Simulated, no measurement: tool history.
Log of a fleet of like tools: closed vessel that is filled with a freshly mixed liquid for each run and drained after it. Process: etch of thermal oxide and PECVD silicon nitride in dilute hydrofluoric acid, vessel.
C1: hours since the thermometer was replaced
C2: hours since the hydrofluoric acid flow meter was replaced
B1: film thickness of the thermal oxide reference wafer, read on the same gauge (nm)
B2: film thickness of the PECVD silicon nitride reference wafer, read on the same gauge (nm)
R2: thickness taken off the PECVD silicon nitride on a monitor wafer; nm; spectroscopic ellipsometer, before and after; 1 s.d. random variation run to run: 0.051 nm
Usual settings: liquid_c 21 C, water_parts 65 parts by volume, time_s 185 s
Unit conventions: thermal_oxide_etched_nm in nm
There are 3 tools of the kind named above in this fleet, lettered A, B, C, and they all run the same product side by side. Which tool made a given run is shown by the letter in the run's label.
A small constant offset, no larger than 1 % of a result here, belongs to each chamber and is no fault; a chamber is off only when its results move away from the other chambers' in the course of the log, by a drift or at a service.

{"run": "1C", "day": 0.262, "liquid_c": 21, "water_parts": 65, "time_s": 185, "C1": 1590.5, "C2": 704.3, "B1": 110, "B2": 70.013, "thermal_oxide_etched_nm": 12.237, "R2": 6.9839}
{"run": "2A", "day": 0.512, "liquid_c": 21, "water_parts": 65, "time_s": 185, "C1": 1945.8, "C2": 880.8, "B1": 110, "B2": 70.018, "thermal_oxide_etched_nm": 12.467, "R2": 7.069}
{"run": "3B", "day": 0.821, "liquid_c": 21, "water_parts": 65, "time_s": 185, "C1": 1291.1, "C2": 1124.2, "B1": 109.99, "B2": 70.006, "thermal_oxide_etched_nm": 12.357, "R2": 6.9953}
{"run": "4A", "day": 1.0, "liquid_c": 21, "water_parts": 65, "time_s": 185, "C1": 1957.5, "C2": 892.5, "B1": 110, "B2": 69.994, "thermal_oxide_etched_nm": 12.255, "R2": 6.9442}
{"run": "5C", "day": 1.229, "liquid_c": 21, "water_parts": 65, "time_s": 185, "C1": 1613.7, "C2": 727.5, "B1": 109.98, "B2": 70.006, "thermal_oxide_etched_nm": 12.226, "R2": 6.9996}
{"run": "6B", "day": 1.488, "liquid_c": 21, "water_parts": 65, "time_s": 185, "C1": 1307.1, "C2": 1140.2, "B1": 109.99, "B2": 70.006, "thermal_oxide_etched_nm": 12.538, "R2": 7.0416}
{"run": "7B", "day": 1.688, "liquid_c": 21, "water_parts": 90, "time_s": 140, "C1": 1311.9, "C2": 1145, "B1": 110, "B2": 70.008, "thermal_oxide_etched_nm": 6.5213, "R2": 3.8514}
{"run": "8C", "day": 2.012, "liquid_c": 21, "water_parts": 90, "time_s": 140, "C1": 1632.5, "C2": 746.3, "B1": 109.99, "B2": 70.016, "thermal_oxide_etched_nm": 6.5054, "R2": 3.9102}
{"run": "9A", "day": 2.325, "liquid_c": 21, "water_parts": 90, "time_s": 140, "C1": 1989.3, "C2": 924.3, "B1": 109.97, "B2": 70.006, "thermal_oxide_etched_nm": 6.5336, "R2": 3.7982}
{"run": "10B", "day": 2.6, "liquid_c": 21, "water_parts": 65, "time_s": 185, "C1": 1333.8, "C2": 1166.9, "B1": 110.04, "B2": 69.987, "thermal_oxide_etched_nm": 12.268, "R2": 6.983}
{"run": "11C", "day": 2.812, "liquid_c": 21, "water_parts": 65, "time_s": 185, "C1": 1651.7, "C2": 765.5, "B1": 109.99, "B2": 70.005, "thermal_oxide_etched_nm": 12.155, "R2": 7.0192}
{"run": "12A", "day": 3.104, "liquid_c": 21, "water_parts": 65, "time_s": 185, "C1": 2008, "C2": 943, "B1": 110.02, "B2": 70.01, "thermal_oxide_etched_nm": 12.272, "R2": 6.9269}
{"run": "13B", "day": 3.283, "liquid_c": 21, "water_parts": 65, "time_s": 185, "C1": 1350.2, "C2": 1183.3, "B1": 109.98, "B2": 70.016, "thermal_oxide_etched_nm": 12.396, "R2": 7.0011}
{"run": "14C", "day": 3.512, "liquid_c": 21, "water_parts": 65, "time_s": 185, "C1": 1668.5, "C2": 782.3, "B1": 109.99, "B2": 69.989, "thermal_oxide_etched_nm": 12.179, "R2": 7.0915}
{"run": "15A", "day": 3.767, "liquid_c": 21, "water_parts": 65, "time_s": 185, "C1": 2023.9, "C2": 958.9, "B1": 110.01, "B2": 69.985, "thermal_oxide_etched_nm": 12.411, "R2": 6.8493}
{"run": "16C", "day": 3.988, "liquid_c": 21, "water_parts": 65, "time_s": 185, "C1": 1679.9, "C2": 793.7, "B1": 109.99, "B2": 70.014, "thermal_oxide_etched_nm": 12.337, "R2": 7.0834}
{"run": "17A", "day": 4.312, "liquid_c": 21, "water_parts": 65, "time_s": 185, "C1": 2037, "C2": 972, "B1": 110.01, "B2": 70.011, "thermal_oxide_etched_nm": 12.421, "R2": 6.8788}
{"run": "18B", "day": 4.546, "liquid_c": 21, "water_parts": 65, "time_s": 185, "C1": 1380.5, "C2": 1213.6, "B1": 110.04, "B2": 70.001, "thermal_oxide_etched_nm": 12.342, "R2": 6.9855}
{"run": "19A", "day": 4.788, "liquid_c": 21, "water_parts": 65, "time_s": 185, "C1": 2048.4, "C2": 983.4, "B1": 110.02, "B2": 69.984, "thermal_oxide_etched_nm": 12.328, "R2": 6.9703}
{"run": "20B", "day": 4.975, "liquid_c": 21, "water_parts": 65, "time_s": 185, "C1": 1390.8, "C2": 1223.9, "B1": 109.97, "B2": 70.008, "thermal_oxide_etched_nm": 12.355, "R2": 7.0429}
{"run": "21C", "day": 5.204, "liquid_c": 21, "water_parts": 65, "time_s": 185, "C1": 1709.1, "C2": 822.9, "B1": 109.98, "B2": 70.013, "thermal_oxide_etched_nm": 12.328, "R2": 7.0355}
{"run": "22A", "day": 5.342, "liquid_c": 21, "water_parts": 65, "time_s": 185, "C1": 2061.7, "C2": 996.7, "B1": 109.98, "B2": 69.992, "thermal_oxide_etched_nm": 12.218, "R2": 6.9049}
{"run": "23C", "day": 5.667, "liquid_c": 21, "water_parts": 85, "time_s": 185, "C1": 1720.2, "C2": 834, "B1": 109.99, "B2": 70.005, "thermal_oxide_etched_nm": 9.1725, "R2": 5.4391}
{"run": "24B", "day": 5.9, "liquid_c": 21, "water_parts": 85, "time_s": 185, "C1": 1413, "C2": 1246.1, "B1": 110, "B2": 70.006, "thermal_oxide_etched_nm": 9.2218, "R2": 5.4434}
{"run": "25C", "day": 6.138, "liquid_c": 21, "water_parts": 85, "time_s": 185, "C1": 1731.5, "C2": 845.3, "B1": 109.99, "B2": 70.003, "thermal_oxide_etched_nm": 9.2513, "R2": 5.4273}
{"run": "26A", "day": 6.325, "liquid_c": 21, "water_parts": 65, "time_s": 185, "C1": 2085.3, "C2": 1020.3, "B1": 110.02, "B2": 70.01, "thermal_oxide_etched_nm": 12.297, "R2": 6.9903}
{"run": "27B", "day": 6.588, "liquid_c": 21, "water_parts": 40, "time_s": 185, "C1": 1429.5, "C2": 1262.6, "B1": 109.97, "B2": 69.989, "thermal_oxide_etched_nm": 20.813, "R2": 11.414}
{"run": "28A", "day": 6.771, "liquid_c": 21, "water_parts": 40, "time_s": 185, "C1": 2096, "C2": 1031, "B1": 110.01, "B2": 70.026, "thermal_oxide_etched_nm": 20.703, "R2": 11.167}
{"run": "29C", "day": 7.042, "liquid_c": 21, "water_parts": 40, "time_s": 185, "C1": 1753.2, "C2": 867, "B1": 110.01, "B2": 69.979, "thermal_oxide_etched_nm": 20.44, "R2": 11.239}
{"run": "30B", "day": 7.275, "liquid_c": 21, "water_parts": 65, "time_s": 185, "C1": 1446, "C2": 1279.1, "B1": 110.01, "B2": 69.999, "thermal_oxide_etched_nm": 12.499, "R2": 7.0398}

What goes on in this fleet: one chamber off, a drifting gauge, or nothing beyond the chambers' own small offsets? Name the chamber and the cause, if any.

Neither any chamber nor the gauge drifts; the chambers differ only by their own small, steady offsets.
